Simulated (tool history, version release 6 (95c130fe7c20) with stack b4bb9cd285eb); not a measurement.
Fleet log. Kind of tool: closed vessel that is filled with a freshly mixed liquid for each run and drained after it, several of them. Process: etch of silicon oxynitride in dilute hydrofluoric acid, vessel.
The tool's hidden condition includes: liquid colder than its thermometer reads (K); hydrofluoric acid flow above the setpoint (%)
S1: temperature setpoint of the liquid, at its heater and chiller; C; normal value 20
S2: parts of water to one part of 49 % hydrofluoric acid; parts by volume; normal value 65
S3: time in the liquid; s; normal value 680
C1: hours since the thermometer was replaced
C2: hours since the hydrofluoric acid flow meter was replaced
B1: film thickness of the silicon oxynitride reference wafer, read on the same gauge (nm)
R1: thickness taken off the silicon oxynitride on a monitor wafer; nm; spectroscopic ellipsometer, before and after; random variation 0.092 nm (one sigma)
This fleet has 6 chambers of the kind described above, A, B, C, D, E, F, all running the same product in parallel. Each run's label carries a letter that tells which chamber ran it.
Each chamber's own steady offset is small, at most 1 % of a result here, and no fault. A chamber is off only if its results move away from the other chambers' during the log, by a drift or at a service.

run 1A hour=5.7 | S1=20 S2=65 S3=680 | C1=493.6 C2=72.2 | B1=30.044 | R1=28.077
run 2C hour=14.8 | S1=20 S2=65 S3=680 | C1=1373.3 C2=181.7 | B1=29.99 | R1=28.504
run 3F hour=25.3 | S1=20 S2=65 S3=680 | C1=1001.9 C2=1061.9 | B1=29.979 | R1=28.01
run 4B hour=36.7 | S1=20 S2=65 S3=680 | C1=895.3 C2=332.8 | B1=30.008 | R1=28.672
-- hour=45.7 chamber F: hydrofluoric acid flow meter replaced
run 5E hour=48.9 | S1=20 S2=65 S3=680 | C1=1059.8 C2=1490.8 | B1=30.014 | R1=28.147
run 6D hour=61.1 | S1=20 S2=65 S3=680 | C1=2520.6 C2=1161.9 | B1=30.044 | R1=28.283
-- hour=69.5 chamber D: thermometer replaced
run 7A hour=69.5 | S1=20 S2=65 S3=680 | C1=557.4 C2=136 | B1=30.007 | R1=27.994
run 8C hour=82.5 | S1=20 S2=65 S3=680 | C1=1441 C2=249.4 | B1=30.004 | R1=28.623
run 9F hour=93.3 | S1=20 S2=65 S3=680 | C1=1069.9 C2=47.6 | B1=29.994 | R1=28.101
run 10D hour=100.9 | S1=20 S2=65 S3=680 | C1=31.5 C2=1201.7 | B1=30.022 | R1=28.429
run 11E hour=111.1 | S1=20 S2=65 S3=680 | C1=1122 C2=1553 | B1=30.015 | R1=28.315
run 12B hour=124.2 | S1=20 S2=65 S3=680 | C1=982.8 C2=420.3 | B1=30.01 | R1=28.33
run 13D hour=133.6 | S1=20 S2=65 S3=680 | C1=64.2 C2=1234.4 | B1=29.991 | R1=28.475
run 14F hour=139.9 | S1=20 S2=65 S3=680 | C1=1116.5 C2=94.2 | B1=29.977 | R1=28.176
run 15E hour=151.4 | S1=20 S2=65 S3=680 | C1=1162.3 C2=1593.3 | B1=29.968 | R1=28.146
run 16B hour=157.5 | S1=20 S2=65 S3=680 | C1=1016.1 C2=453.6 | B1=30.019 | R1=28.615
run 17A hour=168 | S1=20 S2=65 S3=680 | C1=655.9 C2=234.5 | B1=30.005 | R1=28.095
run 18C hour=180.2 | S1=20 S2=65 S3=680 | C1=1538.7 C2=347.1 | B1=30.045 | R1=28.585
run 19E hour=191.1 | S1=20 S2=65 S3=680 | C1=1202 C2=1633 | B1=30.006 | R1=28.397
run 20C hour=197.1 | S1=20 S2=55 S3=305 | C1=1555.6 C2=364 | B1=29.975 | R1=15.237
run 21B hour=206.3 | S1=20 S2=55 S3=305 | C1=1064.9 C2=502.4 | B1=29.992 | R1=15.279
run 22F hour=217.6 | S1=20 S2=55 S3=305 | C1=1194.2 C2=171.9 | B1=30.008 | R1=14.934
run 23D hour=225.7 | S1=20 S2=55 S3=305 | C1=156.3 C2=1326.5 | B1=29.991 | R1=15.295
run 24A hour=236.6 | S1=20 S2=55 S3=305 | C1=724.5 C2=303.1 | B1=30.013 | R1=15.001
run 25C hour=248.8 | S1=20 S2=55 S3=305 | C1=1607.3 C2=415.7 | B1=30.015 | R1=15.138
run 26B hour=260.5 | S1=20 S2=65 S3=680 | C1=1119.1 C2=556.6 | B1=30.022 | R1=28.465
run 27E hour=273.6 | S1=20 S2=65 S3=680 | C1=1284.5 C2=1715.5 | B1=30.014 | R1=28.303
run 28A hour=285.6 | S1=20 S2=65 S3=680 | C1=773.5 C2=352.1 | B1=30.007 | R1=28.14
run 29D hour=296.9 | S1=20 S2=65 S3=680 | C1=227.5 C2=1397.7 | B1=29.963 | R1=29.003
run 30F hour=305.8 | S1=20 S2=65 S3=680 | C1=1282.4 C2=260.1 | B1=30.018 | R1=27.973
run 31C hour=313.7 | S1=20 S2=65 S3=680 | C1=1672.2 C2=480.6 | B1=30.028 | R1=28.519
run 32A hour=321.7 | S1=20 S2=65 S3=680 | C1=809.6 C2=388.2 | B1=30.029 | R1=28.051
run 33D hour=333 | S1=20 S2=65 S3=680 | C1=263.6 C2=1433.8 | B1=30.014 | R1=29.068
run 34F hour=339.4 | S1=20 S2=65 S3=680 | C1=1316 C2=293.7 | B1=30.01 | R1=27.887
run 35E hour=349.3 | S1=20 S2=65 S3=680 | C1=1360.2 C2=1791.2 | B1=29.987 | R1=28.484
run 36B hour=362 | S1=20 S2=50 S3=525 | C1=1220.6 C2=658.1 | B1=29.991 | R1=29.063

Does one chamber stand apart from the rest, does the shared gauge drift, or is all well apart from small per-chamber offsets? Give the chamber and the most likely cause, where there is one.

Chamber D drifts away from the others.
Cause: hydrofluoric acid flow above the setpoint (%) = 3.19.

Below are 4 candidate recipes for chamber D's next run, each the usual settings with a change, their results shown as question marks. Which of them brings D's results back in line with what the other chambers give on the usual settings?
Maximum distance from the other chambers' mean on the usual settings for a result to count as in line: R1 0.32 nm
run 37D-1 hour=371.5 | S1=20 S2=65 S3=700 | R1=?
run 37D-2 hour=371.5 | S1=20 S2=65 S3=660 | R1=?
run 37D-3 hour=371.5 | S1=20 S2=65 S3=685 | R1=?
run 37D-4 hour=371.5 | S1=20 S2=65 S3=675 | R1=?

Mean of the other chambers on the usual settings: R1 28.319 nm
run=37D-1 R1=30.082
run=37D-2 R1=28.363
run=37D-3 R1=29.438
run=37D-4 R1=29.008
The answer is 37D-2, which returns the chamber to within the allowed miss of the others.
